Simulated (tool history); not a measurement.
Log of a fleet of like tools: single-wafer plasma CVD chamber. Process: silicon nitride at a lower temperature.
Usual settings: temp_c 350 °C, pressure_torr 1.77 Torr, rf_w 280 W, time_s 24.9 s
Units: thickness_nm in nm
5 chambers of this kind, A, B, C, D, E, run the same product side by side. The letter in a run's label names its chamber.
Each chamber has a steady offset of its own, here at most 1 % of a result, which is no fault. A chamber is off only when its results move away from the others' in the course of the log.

run,hour,temp_c,pressure_torr,rf_w,time_s,"read-back reference wafer on the same gauge, thickness_nm",thickness_nm
1D,10.5,350,1.77,280,24.9,28.207,28.815
2A,20.8,350,1.77,280,24.9,28.225,28.535
3C,29.0,350,1.77,280,24.9,28.209,28.905
4E,37.0,350,1.77,280,24.9,28.225,28.861
5B,47.2,350,1.77,280,24.9,28.220,28.482
# hour 52.3: chamber A: thermocouple changed; heater temperature recalibrated
6E,53.1,350,1.77,280,24.9,28.233,28.759
7B,61.3,350,1.77,280,24.9,28.229,28.519
8A,70.5,350,1.77,280,24.9,28.244,28.562
9D,76.4,350,1.77,280,24.9,28.254,28.829
10C,86.3,361,1.77,280,20.9,28.253,24.297
11D,92.0,361,1.77,280,20.9,28.261,24.111
12B,101.4,361,1.77,280,20.9,28.260,23.943
13C,111.3,361,1.77,280,20.9,28.257,24.319
14A,119.8,361,1.77,280,20.9,28.267,23.912
15E,130.4,350,1.77,280,24.9,28.285,28.939
16A,141.4,357,1.77,280,26.6,28.278,30.474
17B,150.9,357,1.77,280,26.6,28.287,30.511
18E,160.0,357,1.77,280,26.6,28.296,30.839
19C,169.5,357,1.77,280,26.6,28.314,30.908
20D,179.2,357,1.77,280,26.6,28.310,30.750
21C,184.2,350,1.77,280,24.9,28.309,29.007
22B,193.4,350,1.77,280,24.9,28.328,28.609
23D,203.0,350,1.77,280,24.9,28.330,28.945
24A,209.3,350,1.77,280,24.9,28.320,28.677
25E,217.8,350,1.77,280,24.9,28.329,28.906
# hour 225.1: chamber D: thermocouple changed; heater temperature recalibrated
26C,227.4,350,1.77,280,24.9,28.324,29.035
27A,234.0,350,1.77,280,24.9,28.358,28.696
28D,244.3,350,1.77,280,24.9,28.363,28.985
29E,255.0,350,1.77,280,24.9,28.357,28.971
30B,264.7,350,1.77,280,24.9,28.371,28.661
31C,274.7,350,1.77,280,24.9,28.374,29.055
32A,281.6,350,1.77,325,24.9,28.364,31.744
33E,287.2,350,1.77,325,24.9,28.368,31.991
34D,295.5,350,1.77,325,24.9,28.382,32.036
35B,303.3,350,1.77,325,24.9,28.401,31.715

Next, every chamber runs the same settings. What will each give?
36A,311.5,350,1.77,280,24.9,,?
36B,311.5,350,1.77,280,24.9,,?
36C,311.5,350,1.77,280,24.9,,?
36D,311.5,350,1.77,280,24.9,,?
36E,311.5,350,1.77,280,24.9,,?

run,thickness_nm
36A,28.713
36B,28.695
36C,29.136
36D,29.021
36E,28.975
